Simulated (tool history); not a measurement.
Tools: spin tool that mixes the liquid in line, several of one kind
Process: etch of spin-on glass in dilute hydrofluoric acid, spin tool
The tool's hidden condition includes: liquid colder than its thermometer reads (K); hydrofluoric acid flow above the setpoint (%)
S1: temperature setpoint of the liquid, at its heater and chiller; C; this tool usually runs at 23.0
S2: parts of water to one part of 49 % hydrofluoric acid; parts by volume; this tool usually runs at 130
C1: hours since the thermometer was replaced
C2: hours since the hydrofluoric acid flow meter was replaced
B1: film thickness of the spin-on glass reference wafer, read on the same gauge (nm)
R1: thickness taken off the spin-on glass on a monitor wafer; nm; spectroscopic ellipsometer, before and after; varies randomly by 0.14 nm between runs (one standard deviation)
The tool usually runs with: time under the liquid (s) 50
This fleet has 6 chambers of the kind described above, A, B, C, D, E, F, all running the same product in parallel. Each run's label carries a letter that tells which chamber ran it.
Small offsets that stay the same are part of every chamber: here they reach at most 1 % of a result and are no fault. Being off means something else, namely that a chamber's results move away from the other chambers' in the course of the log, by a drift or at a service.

{"run": "1F", "hour": 8.0, "S1": 23.0, "S2": 130, "time under the liquid (s)": 50, "C1": 1258.1, "C2": 1183.4, "B1": 110.0, "R1": 24.674}
{"run": "2A", "hour": 19.7, "S1": 23.0, "S2": 130, "time under the liquid (s)": 50, "C1": 1328.9, "C2": 1081.2, "B1": 110.02, "R1": 24.761}
{"run": "3B", "hour": 29.4, "S1": 23.0, "S2": 130, "time under the liquid (s)": 50, "C1": 1961.0, "C2": 792.1, "B1": 110.02, "R1": 24.535}
{"run": "4D", "hour": 41.3, "S1": 23.0, "S2": 130, "time under the liquid (s)": 50, "C1": 736.2, "C2": 218.6, "B1": 110.03, "R1": 24.408}
{"run": "5E", "hour": 51.4, "S1": 23.0, "S2": 130, "time under the liquid (s)": 50, "C1": 1989.5, "C2": 2210.9, "B1": 110.0, "R1": 24.491}
{"run": "6C", "hour": 63.8, "S1": 23.0, "S2": 130, "time under the liquid (s)": 50, "C1": 630.6, "C2": 391.6, "B1": 109.93, "R1": 24.828}
{"run": "7A", "hour": 73.1, "S1": 23.0, "S2": 95, "time under the liquid (s)": 50, "C1": 1382.3, "C2": 1134.6, "B1": 109.95, "R1": 35.359}
{"run": "8F", "hour": 81.9, "S1": 23.0, "S2": 95, "time under the liquid (s)": 50, "C1": 1332.0, "C2": 1257.3, "B1": 110.05, "R1": 35.92}
{"run": "9C", "hour": 90.1, "S1": 23.0, "S2": 95, "time under the liquid (s)": 50, "C1": 656.9, "C2": 417.9, "B1": 110.02, "R1": 34.659}
{"run": "10D", "hour": 98.5, "S1": 23.0, "S2": 95, "time under the liquid (s)": 50, "C1": 793.4, "C2": 275.8, "B1": 109.99, "R1": 35.071}
{"hour": 103.1, "done": "chamber F: hydrofluoric acid flow meter replaced"}
{"run": "11E", "hour": 113.2, "S1": 23.0, "S2": 95, "time under the liquid (s)": 50, "C1": 2051.3, "C2": 2272.7, "B1": 110.03, "R1": 34.862}
{"run": "12B", "hour": 122.4, "S1": 23.0, "S2": 95, "time under the liquid (s)": 50, "C1": 2054.0, "C2": 885.1, "B1": 110.03, "R1": 34.911}
{"run": "13D", "hour": 132.7, "S1": 21.5, "S2": 130, "time under the liquid (s)": 75, "C1": 827.6, "C2": 310.0, "B1": 109.98, "R1": 34.62}
{"run": "14E", "hour": 140.0, "S1": 21.5, "S2": 130, "time under the liquid (s)": 75, "C1": 2078.1, "C2": 2299.5, "B1": 109.98, "R1": 34.491}
{"run": "15A", "hour": 149.9, "S1": 21.5, "S2": 130, "time under the liquid (s)": 75, "C1": 1459.1, "C2": 1211.4, "B1": 109.97, "R1": 34.887}
{"hour": 163.4, "done": "chamber E: hydrofluoric acid flow meter replaced"}
{"run": "16F", "hour": 165.6, "S1": 21.5, "S2": 130, "time under the liquid (s)": 75, "C1": 1415.7, "C2": 62.5, "B1": 109.96, "R1": 35.145}
{"run": "17B", "hour": 175.7, "S1": 21.5, "S2": 130, "time under the liquid (s)": 75, "C1": 2107.3, "C2": 938.4, "B1": 109.99, "R1": 35.294}
{"run": "18C", "hour": 189.3, "S1": 21.5, "S2": 130, "time under the liquid (s)": 75, "C1": 756.1, "C2": 517.1, "B1": 109.96, "R1": 34.765}
{"hour": 202.1, "done": "chamber A: thermometer replaced"}
{"run": "19C", "hour": 203.7, "S1": 23.0, "S2": 130, "time under the liquid (s)": 50, "C1": 770.5, "C2": 531.5, "B1": 109.98, "R1": 24.448}
{"run": "20A", "hour": 211.4, "S1": 23.0, "S2": 130, "time under the liquid (s)": 50, "C1": 9.3, "C2": 1272.9, "B1": 110.0, "R1": 24.488}
{"hour": 222.4, "done": "chamber B: thermometer replaced"}
{"run": "21B", "hour": 223.1, "S1": 20.0, "S2": 185, "time under the liquid (s)": 50, "C1": 0.8, "C2": 985.8, "B1": 109.98, "R1": 15.029}
{"run": "22F", "hour": 238.2, "S1": 20.0, "S2": 185, "time under the liquid (s)": 50, "C1": 1488.3, "C2": 135.1, "B1": 109.97, "R1": 14.605}
{"run": "23E", "hour": 248.3, "S1": 20.0, "S2": 185, "time under the liquid (s)": 50, "C1": 2186.4, "C2": 85.0, "B1": 110.02, "R1": 14.357}
{"run": "24D", "hour": 255.2, "S1": 20.0, "S2": 185, "time under the liquid (s)": 50, "C1": 950.1, "C2": 432.5, "B1": 110.02, "R1": 14.264}
{"run": "25C", "hour": 270.5, "S1": 20.0, "S2": 185, "time under the liquid (s)": 50, "C1": 837.3, "C2": 598.3, "B1": 110.01, "R1": 14.503}
{"run": "26B", "hour": 282.2, "S1": 20.0, "S2": 185, "time under the liquid (s)": 50, "C1": 59.9, "C2": 1044.9, "B1": 110.01, "R1": 15.228}
{"run": "27F", "hour": 293.5, "S1": 23.0, "S2": 130, "time under the liquid (s)": 50, "C1": 1543.6, "C2": 190.4, "B1": 110.03, "R1": 24.642}
{"run": "28A", "hour": 306.4, "S1": 23.0, "S2": 130, "time under the liquid (s)": 50, "C1": 104.3, "C2": 1367.9, "B1": 110.0, "R1": 24.957}
{"run": "29D", "hour": 316.8, "S1": 23.0, "S2": 130, "time under the liquid (s)": 50, "C1": 1011.7, "C2": 494.1, "B1": 110.0, "R1": 24.317}
{"hour": 319.6, "done": "chamber C: hydrofluoric acid flow meter replaced"}
{"run": "30E", "hour": 332.5, "S1": 23.0, "S2": 130, "time under the liquid (s)": 50, "C1": 2270.6, "C2": 169.2, "B1": 109.98, "R1": 24.377}
{"run": "31C", "hour": 345.5, "S1": 23.0, "S2": 130, "time under the liquid (s)": 50, "C1": 912.3, "C2": 25.9, "B1": 110.03, "R1": 24.383}
{"run": "32A", "hour": 356.6, "S1": 21.0, "S2": 130, "time under the liquid (s)": 50, "C1": 154.5, "C2": 1418.1, "B1": 109.96, "R1": 22.928}
{"run": "33F", "hour": 367.6, "S1": 21.0, "S2": 130, "time under the liquid (s)": 50, "C1": 1617.7, "C2": 264.5, "B1": 110.0, "R1": 22.619}
{"run": "34D", "hour": 378.1, "S1": 21.0, "S2": 130, "time under the liquid (s)": 50, "C1": 1073.0, "C2": 555.4, "B1": 109.98, "R1": 22.79}
{"run": "35E", "hour": 393.6, "S1": 21.0, "S2": 130, "time under the liquid (s)": 50, "C1": 2331.7, "C2": 230.3, "B1": 109.99, "R1": 22.718}
{"run": "36B", "hour": 406.6, "S1": 21.0, "S2": 130, "time under the liquid (s)": 50, "C1": 184.3, "C2": 1169.3, "B1": 110.02, "R1": 24.64}
{"run": "37D", "hour": 413.5, "S1": 21.0, "S2": 130, "time under the liquid (s)": 50, "C1": 1108.4, "C2": 590.8, "B1": 110.01, "R1": 22.281}
{"run": "38A", "hour": 420.3, "S1": 26.0, "S2": 130, "time under the liquid (s)": 50, "C1": 218.2, "C2": 1481.8, "B1": 110.0, "R1": 27.785}

Next, every chamber runs the same settings. What will each give?
{"run": "39A", "hour": 431.7, "S1": 23.0, "S2": 105, "time under the liquid (s)": 50, "R1": "?"}
{"run": "39B", "hour": 431.7, "S1": 23.0, "S2": 105, "time under the liquid (s)": 50, "R1": "?"}
{"run": "39C", "hour": 431.7, "S1": 23.0, "S2": 105, "time under the liquid (s)": 50, "R1": "?"}
{"run": "39D", "hour": 431.7, "S1": 23.0, "S2": 105, "time under the liquid (s)": 50, "R1": "?"}
{"run": "39E", "hour": 431.7, "S1": 23.0, "S2": 105, "time under the liquid (s)": 50, "R1": "?"}
{"run": "39F", "hour": 431.7, "S1": 23.0, "S2": 105, "time under the liquid (s)": 50, "R1": "?"}

run=39A R1=31.738
run=39B R1=34.241
run=39C R1=30.970
run=39D R1=31.326
run=39E R1=31.232
run=39F R1=31.449
